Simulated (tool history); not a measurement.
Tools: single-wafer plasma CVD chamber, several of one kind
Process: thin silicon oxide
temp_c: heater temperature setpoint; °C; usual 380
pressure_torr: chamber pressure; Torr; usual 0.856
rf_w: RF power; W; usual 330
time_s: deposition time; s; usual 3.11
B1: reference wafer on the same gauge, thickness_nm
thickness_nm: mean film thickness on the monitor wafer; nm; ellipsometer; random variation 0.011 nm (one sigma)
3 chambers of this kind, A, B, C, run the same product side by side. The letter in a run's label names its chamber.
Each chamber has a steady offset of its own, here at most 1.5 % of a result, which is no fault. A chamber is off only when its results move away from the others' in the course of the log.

Run 1C, day 0.321: usual settings; B1 5.4605. Result: thickness_nm 6.3868 nm.
Run 2B, day 0.500: usual settings; B1 5.4618. Result: thickness_nm 6.3451 nm.
Run 3A, day 0.754: usual settings; B1 5.4609. Result: thickness_nm 6.4157 nm.
Run 4A, day 0.938: usual settings; B1 5.4651. Result: thickness_nm 6.4209 nm.
Run 5C, day 1.179: usual settings; B1 5.4667. Result: thickness_nm 6.4133 nm.
Run 6B, day 1.454: usual settings; B1 5.4697. Result: thickness_nm 6.3443 nm.
Run 7B, day 1.754: usual settings; B1 5.4698. Result: thickness_nm 6.3497 nm.
Run 8C, day 1.925: usual settings; B1 5.4688. Result: thickness_nm 6.4276 nm.
Run 9A, day 2.217: usual settings; B1 5.4723. Result: thickness_nm 6.4315 nm.
Run 10B, day 2.554: usual settings; B1 5.4754. Result: thickness_nm 6.3449 nm.
Run 11A, day 2.879: usual settings; B1 5.4747. Result: thickness_nm 6.4422 nm.
Run 12C, day 3.058: usual settings but pressure_torr 0.662 Torr; B1 5.4766. Result: thickness_nm 5.0155 nm.
Run 13C, day 3.283: usual settings but pressure_torr 0.662 Torr; B1 5.4767. Result: thickness_nm 5.0222 nm.
Run 14B, day 3.475: usual settings but pressure_torr 0.662 Torr; B1 5.4779. Result: thickness_nm 4.9344 nm.
Run 15A, day 3.738: usual settings; B1 5.4779. Result: thickness_nm 6.4597 nm.
Run 16B, day 3.908: usual settings; B1 5.4798. Result: thickness_nm 6.3525 nm.
Run 17C, day 4.112: usual settings; B1 5.4787. Result: thickness_nm 6.4371 nm.
Run 18A, day 4.429: usual settings; B1 5.4819. Result: thickness_nm 6.4531 nm.
Run 19A, day 4.662: usual settings; B1 5.4858. Result: thickness_nm 6.4426 nm.
Run 20C, day 4.858: usual settings; B1 5.4847. Result: thickness_nm 6.4318 nm.
Run 21B, day 5.183: usual settings; B1 5.4892. Result: thickness_nm 6.3793 nm.
Run 22A, day 5.525: usual settings but rf_w 365 W; B1 5.4906. Result: thickness_nm 6.7011 nm.
Run 23B, day 5.758: usual settings but rf_w 365 W; B1 5.4921. Result: thickness_nm 6.6131 nm.
Run 24C, day 6.012: usual settings but rf_w 365 W; B1 5.4926. Result: thickness_nm 6.6964 nm.
Run 25C, day 6.346: usual settings; B1 5.4915. Result: thickness_nm 6.4578 nm.
Run 26B, day 6.496: usual settings; B1 5.4951. Result: thickness_nm 6.3827 nm.
Run 27A, day 6.650: usual settings but rf_w 300 W, time_s 3.55 s; B1 5.4983. Result: thickness_nm 7.1179 nm.

What goes on in this fleet: one chamber off, a drifting gauge, or nothing beyond the chambers' own small offsets? Name the chamber and the cause, if any.

The gauge drifts, so all chambers seem to drift together. No chamber is off.
Cause: gauge reads high (%) = 0.688.
